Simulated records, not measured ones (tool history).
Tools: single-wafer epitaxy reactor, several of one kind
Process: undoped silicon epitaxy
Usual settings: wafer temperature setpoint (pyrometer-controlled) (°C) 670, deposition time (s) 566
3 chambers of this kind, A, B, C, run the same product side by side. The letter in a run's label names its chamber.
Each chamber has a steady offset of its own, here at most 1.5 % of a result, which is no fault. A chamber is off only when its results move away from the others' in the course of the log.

| run | day | wafer temperature setpoint (pyrometer-controlled) (°C) | deposition time (s) | hours since the last pyrometer calibration | read-back reference wafer on the same gauge, thickness_nm | mean film thickness on the monitor wafer (nm) |
|---|---|---|---|---|---|---|
| 1B | 0.488 | 670 | 566 | 1253.3 | 137.88 | 144.13 |
| 2A | 0.833 | 670 | 566 | 266.7 | 137.88 | 142.75 |
| 3C | 1.292 | 670 | 566 | 2237.3 | 137.97 | 144.6 |
| 4A | 1.638 | 670 | 566 | 286 | 138.09 | 143.29 |
| 5B | 1.875 | 670 | 566 | 1286.6 | 138.05 | 144.07 |
| 6C | 2.142 | 677 | 485 | 2257.7 | 137.89 | 144.25 |
| 7B | 2.533 | 677 | 485 | 1302.4 | 138.04 | 144.41 |
| 8C | 2.854 | 677 | 485 | 2274.8 | 138.03 | 144.07 |
| 9A | 3.154 | 670 | 523 | 322.4 | 137.94 | 131.78 |
| 10A | 3.458 | 670 | 523 | 329.7 | 137.96 | 133.33 |
| 11C | 3.875 | 670 | 523 | 2299.3 | 138.02 | 134.32 |
| 12B | 4.283 | 670 | 566 | 1344.4 | 137.85 | 146.73 |
| 13B | 4.742 | 670 | 566 | 1355.4 | 137.95 | 146.96 |
| 14A | 4.992 | 670 | 566 | 366.5 | 138.05 | 142.96 |
| 15C | 5.396 | 670 | 566 | 2335.8 | 137.93 | 144.99 |
| 16C | 5.621 | 670 | 566 | 2341.2 | 137.98 | 145.94 |
| 17B | 5.896 | 681 | 499 | 1383.1 | 137.99 | 162.63 |
| 18A | 6.254 | 681 | 499 | 396.8 | 138.17 | 157.95 |
| 19A | 6.746 | 681 | 499 | 408.6 | 138 | 157.13 |
| 20C | 7.162 | 670 | 566 | 2378.2 | 137.99 | 145.73 |
| 21B | 7.638 | 676 | 566 | 1424.9 | 138 | 169.71 |
| 22A | 8.025 | 676 | 566 | 439.3 | 138.04 | 163.6 |
| 23C | 8.388 | 676 | 566 | 2407.6 | 137.88 | 165.56 |
| 24B | 8.8 | 670 | 566 | 1452.8 | 138.06 | 151.6 |
| 25A | 9.138 | 670 | 566 | 466 | 137.98 | 144.3 |
| 26B | 9.546 | 670 | 566 | 1470.7 | 138.02 | 152.11 |
| 27C | 9.862 | 662 | 513 | 2443 | 137.81 | 111.82 |
| 28C | 10.225 | 662 | 513 | 2451.7 | 137.92 | 111.85 |
| 29A | 10.458 | 662 | 513 | 497.7 | 137.95 | 110.53 |

All 3 chambers run these settings next. Forecast each chamber's results:
| 30A | 10.812 | 670 | 566 |  |  | ? |
| 30B | 10.812 | 670 | 566 |  |  | ? |
| 30C | 10.812 | 670 | 566 |  |  | ? |

| run | mean film thickness on the monitor wafer (nm) |
|---|---|
| 30A | 144.08 |
| 30B | 154.16 |
| 30C | 145.3 |

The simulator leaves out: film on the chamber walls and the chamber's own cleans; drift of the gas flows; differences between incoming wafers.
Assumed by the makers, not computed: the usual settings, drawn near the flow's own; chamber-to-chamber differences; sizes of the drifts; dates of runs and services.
